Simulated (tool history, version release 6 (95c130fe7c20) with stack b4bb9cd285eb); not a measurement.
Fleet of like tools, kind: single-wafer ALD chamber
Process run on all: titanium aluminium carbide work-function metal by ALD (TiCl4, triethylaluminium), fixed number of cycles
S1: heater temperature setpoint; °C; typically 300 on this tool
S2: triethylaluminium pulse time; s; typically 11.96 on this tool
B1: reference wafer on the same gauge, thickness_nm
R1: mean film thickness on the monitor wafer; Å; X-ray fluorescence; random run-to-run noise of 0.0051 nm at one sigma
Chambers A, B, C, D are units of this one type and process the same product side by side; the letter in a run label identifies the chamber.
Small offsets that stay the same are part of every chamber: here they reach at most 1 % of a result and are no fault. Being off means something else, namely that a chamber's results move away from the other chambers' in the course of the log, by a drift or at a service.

run   hour   S1     S2      B1      R1
 1D    4.5  300  11.96  1.9213  20.247
 2B    8.7  300  11.96  1.9186  20.613
 3A   12.1  300  11.96  1.9208  20.448
 4C   16.9  300  11.96  1.9202  20.205
 5C     21  300  11.96  1.9208  20.153
 6D   24.9  310   16.6  1.9196  21.458
 7B   27.6  310   16.6  1.9205  21.749
 8A   32.3  310   16.6  1.9202  21.454
 9D   36.1  310   16.6  1.9194  21.447
10B   41.5  288  14.36  1.9196  19.655
11C   46.7  288  14.36  1.9202  19.413
12A   51.6  288  14.36  1.9207  19.511
13A   55.1  288  14.36  1.9205   19.52
14C   58.4  300  11.96  1.9203  20.209
15D   62.5  295  11.96  1.9191  19.753
16B   67.9  295  11.96  1.9208  20.053
17A   70.8  295  11.96  1.9201  19.855
18C   76.7  295  11.96  1.9203  19.612
19B   80.8  300  11.96  1.9208  20.566
20D   85.2  300  11.96  1.9206   20.19
21A   88.8  300  14.75    1.92  20.624
22D   93.4  300  14.75  1.9196  20.468
23C   99.4  300  14.75  1.9195  20.326
24B  104.7  300  14.75  1.9192  20.681
25C  107.8  300  11.96  1.9207  20.054
26D  110.7  300  11.96  1.9206  20.334
27A  114.9  300  11.96  1.9204  20.315
28B  118.3  300  11.96  1.9209  20.469
29B    124  300  11.96  1.9208  20.456
30A  128.8  300  11.96  1.9198  20.473
31C  133.5  300  11.96  1.9189  19.989
32D    138  300  11.96  1.9209  20.264
33C    142  314   7.41  1.9197  19.707
34D  145.5  314   7.41  1.9203  20.271
35B  151.3  314   7.41  1.9205  20.507
36A  154.7  314   7.41  1.9188  20.146
     158.5  -- chamber D: thermocouple changed; heater temperature recalibrated
37D  159.8  300  11.96  1.9199  20.233
38B  164.9  300  11.96   1.921  20.526

Which is it: a chamber that has drifted or been left off by a service, a gauge drift common to all chambers, or only each chamber's usual small offset? If a chamber is off, name it and its likeliest cause.

Chamber C drifts away from the others.
Cause: wafer temperature below the value expected at the setpoint (K) = 3.3.
With only this log, it may be confused with: triethylaluminium dose below that of a fresh bottle (%).

Below are 4 candidate recipes for chamber C's next run, each the usual settings with a change, their results shown as question marks. Which of them brings C's results back in line with what the other chambers give on the usual settings?
Maximum distance from the other chambers' mean on the usual settings for a result to count as in line: R1 0.18 Å
39C-1  169.2  295  11.31       ?
39C-2  169.2  298  11.96       ?
39C-3  169.2  302  11.96       ?
39C-4  169.2  305  11.96       ?

What the other chambers average on the usual settings: R1 20.38 Å
  run      R1
39C-1  19.353
39C-2  19.704
39C-3  20.057
39C-4  20.324
With 39C-4, the chamber falls back in line with the rest.

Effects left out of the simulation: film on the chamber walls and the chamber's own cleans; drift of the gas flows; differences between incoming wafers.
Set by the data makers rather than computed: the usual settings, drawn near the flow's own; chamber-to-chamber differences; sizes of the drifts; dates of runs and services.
